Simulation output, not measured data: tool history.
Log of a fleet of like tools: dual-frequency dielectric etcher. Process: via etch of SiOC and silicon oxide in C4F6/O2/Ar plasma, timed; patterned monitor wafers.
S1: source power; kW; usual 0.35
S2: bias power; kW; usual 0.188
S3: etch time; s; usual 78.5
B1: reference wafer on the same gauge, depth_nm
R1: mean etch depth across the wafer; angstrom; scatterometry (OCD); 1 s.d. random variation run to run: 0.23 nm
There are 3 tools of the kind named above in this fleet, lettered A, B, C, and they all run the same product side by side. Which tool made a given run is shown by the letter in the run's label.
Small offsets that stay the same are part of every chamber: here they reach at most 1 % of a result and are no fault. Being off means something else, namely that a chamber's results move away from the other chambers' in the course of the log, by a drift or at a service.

Run 1C, hour 7.1: usual settings; B1 93.71. Result: R1 848.51 angstrom.
Run 2B, hour 12.6: usual settings; B1 93.76. Result: R1 854.13 angstrom.
Run 3A, hour 20.8: usual settings; B1 93.65. Result: R1 852.28 angstrom.
Run 4C, hour 28.2: usual settings; B1 93.727. Result: R1 843.88 angstrom.
Run 5A, hour 36.3: usual settings but S1 0.3 kW, S3 69.5 s; B1 93.708. Result: R1 711.19 angstrom.
Run 6B, hour 40.3: usual settings but S1 0.3 kW, S3 69.5 s; B1 93.718. Result: R1 714.23 angstrom.
Run 7A, hour 47.9: usual settings but S1 0.3 kW, S3 69.5 s; B1 93.786. Result: R1 712.44 angstrom.
Run 8B, hour 52: usual settings; B1 93.72. Result: R1 857.67 angstrom.
Run 9C, hour 59.4: usual settings; B1 93.663. Result: R1 842.44 angstrom.
Run 10C, hour 67.4: usual settings; B1 93.763. Result: R1 845.87 angstrom.
Run 11B, hour 72.5: usual settings but S2 0.23 kW; B1 93.665. Result: R1 915.47 angstrom.
Run 12A, hour 79.7: usual settings but S2 0.23 kW; B1 93.685. Result: R1 909.57 angstrom.
Run 13C, hour 88: usual settings but S2 0.23 kW; B1 93.681. Result: R1 903.49 angstrom.
Run 14A, hour 92.2: usual settings but S1 0.38 kW, S2 0.171 kW; B1 93.663. Result: R1 859.27 angstrom.
Run 15B, hour 98.1: usual settings but S1 0.38 kW, S2 0.171 kW; B1 93.699. Result: R1 850.16 angstrom.
Run 16C, hour 104.1: usual settings but S1 0.38 kW, S2 0.171 kW; B1 93.681. Result: R1 848.1 angstrom.
Run 17A, hour 108.1: usual settings; B1 93.702. Result: R1 863.61 angstrom.
Run 18B, hour 112: usual settings; B1 93.655. Result: R1 861.11 angstrom.
Run 19A, hour 116.6: usual settings; B1 93.641. Result: R1 861.1 angstrom.
Run 20B, hour 125.1: usual settings; B1 93.653. Result: R1 853 angstrom.
Run 21C, hour 129.6: usual settings; B1 93.702. Result: R1 846.61 angstrom.
Run 22A, hour 136.7: usual settings; B1 93.656. Result: R1 868.9 angstrom.
Run 23C, hour 140.6: usual settings; B1 93.689. Result: R1 847.63 angstrom.
Run 24B, hour 149.2: usual settings; B1 93.737. Result: R1 855.4 angstrom.
Run 25A, hour 155.5: usual settings; B1 93.621. Result: R1 875.15 angstrom.
Run 26B, hour 161.3: usual settings but S1 0.38 kW, S3 68 s; B1 93.626. Result: R1 764.13 angstrom.
Run 27C, hour 166.6: usual settings but S1 0.38 kW, S3 68 s; B1 93.672. Result: R1 752.96 angstrom.
Run 28B, hour 170.4: usual settings but S1 0.38 kW, S3 68 s; B1 93.677. Result: R1 764.88 angstrom.
Run 29C, hour 175.3: usual settings; B1 93.654. Result: R1 845.29 angstrom.
Run 30A, hour 184: usual settings but S2 0.17 kW, S3 59.5 s; B1 93.736. Result: R1 640.16 angstrom.
Run 31B, hour 191.3: usual settings but S2 0.17 kW, S3 59.5 s; B1 93.742. Result: R1 627.64 angstrom.
Run 32A, hour 199: usual settings but S2 0.17 kW, S3 59.5 s; B1 93.669. Result: R1 647.56 angstrom.

Read the log: is a single chamber off, either drifting away or since a service, is the gauge that measures every chamber drifting, or is nothing wrong beyond small per-chamber offsets? Name any odd chamber and what most likely caused it.

It is chamber A that slowly wanders off from its peers.
Likeliest cause: etch rate over this chamber's usual, % = 3.7.

Below are 4 candidate recipes for chamber A's next run, each the usual settings with a change, their results shown as question marks. Which of them brings A's results back in line with what the other chambers give on the usual settings?
Allowed miss from the other chambers' usual-settings mean, per result, to count as in line: R1 8.1 angstrom
Run 33A-1, hour 205.3: usual settings but S2 0.19 kW, S3 81.5 s. Result: R1 ?.
Run 33A-2, hour 205.3: usual settings but S3 75.5 s. Result: R1 ?.
Run 33A-3, hour 205.3: usual settings but S3 77 s. Result: R1 ?.
Run 33A-4, hour 205.3: usual settings but S1 0.37 kW. Result: R1 ?.

The other chambers' mean on the usual settings: R1 851.02 angstrom
  run      R1
33A-1  920.11
33A-2  849.39
33A-3  866.27
33A-4   902.3
Change 33A-2 lands the chamber within the allowed miss of the other chambers.
